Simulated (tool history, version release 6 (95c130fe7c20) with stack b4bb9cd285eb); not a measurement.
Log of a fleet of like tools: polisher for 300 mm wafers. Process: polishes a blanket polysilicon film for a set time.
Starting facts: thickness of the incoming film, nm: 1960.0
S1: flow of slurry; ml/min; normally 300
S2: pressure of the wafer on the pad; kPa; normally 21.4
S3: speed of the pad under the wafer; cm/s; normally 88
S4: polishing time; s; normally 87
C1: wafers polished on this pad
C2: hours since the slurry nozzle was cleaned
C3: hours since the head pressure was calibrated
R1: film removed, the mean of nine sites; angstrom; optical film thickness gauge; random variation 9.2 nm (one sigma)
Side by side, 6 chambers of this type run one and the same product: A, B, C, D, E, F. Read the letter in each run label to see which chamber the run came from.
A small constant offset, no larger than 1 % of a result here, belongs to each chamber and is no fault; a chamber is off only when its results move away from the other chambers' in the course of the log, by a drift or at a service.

run   hour   S1    S2  S3  S4    C1     C2     C3      R1
 1A    4.1  300  21.4  88  87   679  323.8  453.9  7838.5
 2C    7.8  300  21.4  88  87   804  396.5  681.5  7839.5
 3B   14.7  300  21.4  88  87   347   60.3  506.6  7769.9
        15  -- chamber A: worn pad replaced by a new one
 4E   18.8  300  21.4  88  87   870   23.5  942.6  7779.9
      21.7  -- chamber F: worn pad replaced by a new one
 5F   23.4  300  21.4  88  87    15  119.3  403.5  7784.5
 6D   30.5  300  21.4  88  87   381  213.8  545.4  7881.4
 7A   35.6  300  21.4  88  87   183  355.3  485.4  7871.7
 8B   39.1  300  21.4  88  87   563   84.7    531  7919.8
      42.3  -- chamber E: head pressure recalibrated
      43.2  -- chamber D: worn pad replaced by a new one
 9E   43.7  300  21.4  88  87  1091   48.4    1.5  7727.2
10F   47.9  300  21.4  88  87   232  143.8    428  7770.8
11C   53.3  300  21.4  88  87  1209    442    727  7661.6
      58.4  -- chamber C: worn pad replaced by a new one
12D   60.7  300  21.4  88  87   156    244  575.6  7785.1
13A   64.3  300  21.4  88  87   438    384  514.1  7901.5
14D   70.3  300  21.4  88  87   241  253.6  585.2  8073.2
15B   76.5  300  21.4  88  87   896  122.1  568.4  7738.7
      78.6  -- chamber A: slurry nozzle cleaned
16E   83.2  300  21.4  88  87  1442   87.9     41  7827.3
17C   87.6  300  21.4  88  87   259  476.3  761.3  7956.3
      89.5  -- chamber E: worn pad replaced by a new one
18F   95.4  300  21.4  88  87   654  191.3  475.5  7769.8
      95.9  -- chamber A: worn pad replaced by a new one
19B  102.4  300  21.4  88  87  1126    148  594.3  7820.3
20F  107.7  300  21.4  88  87   764  203.6  487.8  7952.8
     109.9  -- chamber D: worn pad replaced by a new one
21D  115.6  300  21.4  88  87    51  298.9  630.5  7863.5
       121  -- chamber B: worn pad replaced by a new one
22A  122.4  300  21.4  88  87   235   43.9  572.2    7684
23E  126.3  405  21.4  88  87   327    131   84.1  8106.2
24C  131.6  405  21.4  88  87   650  520.3  805.3    7731
25A    136  405  21.4  88  87   356   57.5  585.8  8055.8
26D  143.2  405  21.4  88  87   296  326.5  658.1  8058.9
     145.1  -- chamber F: worn pad replaced by a new one
27E  147.9  405  21.4  88  87   519  152.6  105.7  8175.9
28F  152.7  405  21.4  88  87    68  248.6  532.8  8099.4
29B  159.4  300  21.4  88  87   341    205  651.3  7841.7
30C  165.2  300  14.5  88  87   949  553.9  838.9  4932.4
     167.4  -- chamber D: worn pad replaced by a new one
       170  -- chamber A: worn pad replaced by a new one
31A  170.4  300  14.5  88  87     3   91.9  620.2  5364.7
     172.2  -- chamber C: worn pad replaced by a new one
32F  174.6  300  14.5  88  87   262  270.5  554.7  5217.7
33B    179  300  14.5  88  87   516  224.6  670.9  5258.8
34D  186.3  300  14.5  88  87   168  369.6  701.2  5391.5
35E  193.2  300  14.5  88  87   921  197.9    151  5300.1
36C    201  300  21.4  88  87   256  589.7  874.7  7074.1
     202.4  -- chamber C: slurry nozzle cleaned
37C    205  300  21.4  88  87   291    2.6  878.7  7152.9

Next, all 6 chambers run the settings below, one line each with question marks for the results. What does each chamber give?
38A  210.8  300  21.4  88  87               ?
38B  210.8  300  21.4  88  87               ?
38C  210.8  300  21.4  88  87               ?
38D  210.8  300  21.4  88  87               ?
38E  210.8  300  21.4  88  87               ?
38F  210.8  300  21.4  88  87               ?

run      R1
38A  7897.4
38B  8006.5
38C  6994.3
38D  7862.3
38E  8046.6
38F  7840.2
